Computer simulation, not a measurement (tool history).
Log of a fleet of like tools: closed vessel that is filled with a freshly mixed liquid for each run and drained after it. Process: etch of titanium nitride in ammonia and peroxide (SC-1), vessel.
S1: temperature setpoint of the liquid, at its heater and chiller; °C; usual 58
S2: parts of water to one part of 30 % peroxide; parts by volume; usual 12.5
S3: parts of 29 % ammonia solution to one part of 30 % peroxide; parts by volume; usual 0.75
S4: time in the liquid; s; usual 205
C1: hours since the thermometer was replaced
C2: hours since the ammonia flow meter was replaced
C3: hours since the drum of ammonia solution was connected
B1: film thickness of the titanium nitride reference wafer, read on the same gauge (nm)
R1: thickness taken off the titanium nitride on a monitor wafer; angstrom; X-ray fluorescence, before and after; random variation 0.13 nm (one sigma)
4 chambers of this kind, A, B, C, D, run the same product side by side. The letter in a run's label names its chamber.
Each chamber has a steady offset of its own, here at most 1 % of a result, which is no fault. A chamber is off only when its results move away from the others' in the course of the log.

run   hour  S1    S2    S3   S4      C1      C2     C3      B1       R1
 1A   10.0  58  12.5  0.75  205   547.9   185.4  829.4  69.995  187.970
 2D   17.7  58  12.5  0.75  205   640.0   946.0  252.4  70.003  187.270
 3B   24.9  58  12.5  0.75  205   353.2   717.4   60.5  69.999  190.470
 4C   34.1  58  12.5  0.75  205  1442.5   610.5   49.6  69.995  188.530
      38.0  -- chamber B: ammonia flow meter replaced
 5A   42.1  58  16.5  0.75  320   580.0   217.5  861.5  70.003  256.140
 6C   50.9  58  16.5  0.75  320  1459.3   627.3   66.4  70.005  254.240
 7B   62.0  58  16.5  0.75  320   390.3    24.0   97.6  69.996  254.580
 8D   74.3  58  16.5  0.75  320   696.6  1002.6  309.0  69.989  254.730
 9D   87.6  58  12.5  0.75  205   709.9  1015.9  322.3  70.007  187.380
10A  101.2  58  12.5  0.75  205   639.1   276.6  920.6  70.008  186.190
11C  117.1  58  12.5  0.75  205  1525.5   693.5  132.6  69.995  190.020
12B  131.0  58  12.5  0.75  205   459.3    93.0  166.6  70.011  190.880
13C  141.0  58  12.5  0.90  205  1549.4   717.4  156.5  69.991  195.010
14A  155.5  58  12.5  0.90  205   693.4   330.9  974.9  69.998  193.260
15B  169.5  58  12.5  0.90  205   497.8   131.5  205.1  69.997  198.520
16D  179.7  58  12.5  0.90  205   802.0  1108.0  414.4  70.000  194.000
17D  187.7  58  12.5  0.75  205   810.0  1116.0  422.4  69.999  189.220
     192.7  -- chamber A: new drum of ammonia solution connected
18C  202.8  58  12.5  0.75  205  1611.2   779.2  218.3  69.996  188.980
19A  209.8  58  12.5  0.75  205   747.7   385.2   17.1  70.005  188.550
20B  222.3  58  12.5  0.75  295   550.6   184.3  257.9  70.005  273.950
21B  238.6  58  12.5  0.75  295   566.9   200.6  274.2  69.984  270.460
22C  252.1  58  12.5  0.75  295  1660.5   828.5  267.6  70.010  269.500
     262.4  -- chamber A: thermometer replaced
23A  265.6  58  12.5  0.75  295     3.3   441.0   72.9  69.994  268.190
24D  274.0  58  12.5  0.75  205   896.3  1202.3  508.7  69.980  187.930
25C  287.9  58  12.5  0.75  205  1696.3   864.3  303.4  69.980  189.160
26A  297.5  58  12.5  0.75  205    35.2   472.9  104.8  70.003  190.230
27B  309.4  58  10.5  0.75   90   637.7   271.4  345.0  70.004   90.646
28D  325.4  58  10.5  0.75   90   947.7  1253.7  560.1  70.003   90.937
29C  334.7  58  10.5  0.75   90  1743.1   911.1  350.2  69.984   91.146
30B  348.3  58  10.5  0.75   90   676.6   310.3  383.9  70.019   90.688
31A  360.0  58  12.5  0.75  205    97.7   535.4  167.3  69.992  188.760
     360.1  -- chamber C: new drum of ammonia solution connected
32D  367.6  58  12.5  0.75  205   989.9  1295.9  602.3  70.004  187.690
33B  382.7  58  12.5  0.75  205   711.0   344.7  418.3  69.987  187.710
34D  390.7  58  12.5  0.75  205  1013.0  1319.0  625.4  69.987  186.860
35A  405.2  58  12.5  0.75  205   142.9   580.6  212.5  69.987  188.180
36C  419.5  58  12.5  0.75  205  1827.9   995.9   59.5  69.992  189.070
37D  429.5  58  12.5  0.75  205  1051.8  1357.8  664.2  69.987  186.620
38C  444.9  58  12.5  0.75  205  1853.3  1021.3   84.9  69.999  187.410
39A  458.5  58  12.5  0.75  205   196.2   633.9  265.8  70.017  188.550
     464.4  -- chamber B: thermometer replaced
40B  471.2  58  12.5  0.75  205     6.8   433.2  506.8  70.009  189.050
41D  486.4  58  12.5  0.75  205  1108.7  1414.7  721.1  69.998  186.000
42B  499.3  58  12.5  0.75  205    34.9   461.3  534.9  70.024  190.580

Next, every chamber runs the same settings. What will each give?
43A  511.0  51  12.5  0.75  205                   ?
43B  511.0  51  12.5  0.75  205                   ?
43C  511.0  51  12.5  0.75  205                   ?
43D  511.0  51  12.5  0.75  205                   ?

run       R1
43A  117.570
43B  117.780
43C  115.000
43D  116.270

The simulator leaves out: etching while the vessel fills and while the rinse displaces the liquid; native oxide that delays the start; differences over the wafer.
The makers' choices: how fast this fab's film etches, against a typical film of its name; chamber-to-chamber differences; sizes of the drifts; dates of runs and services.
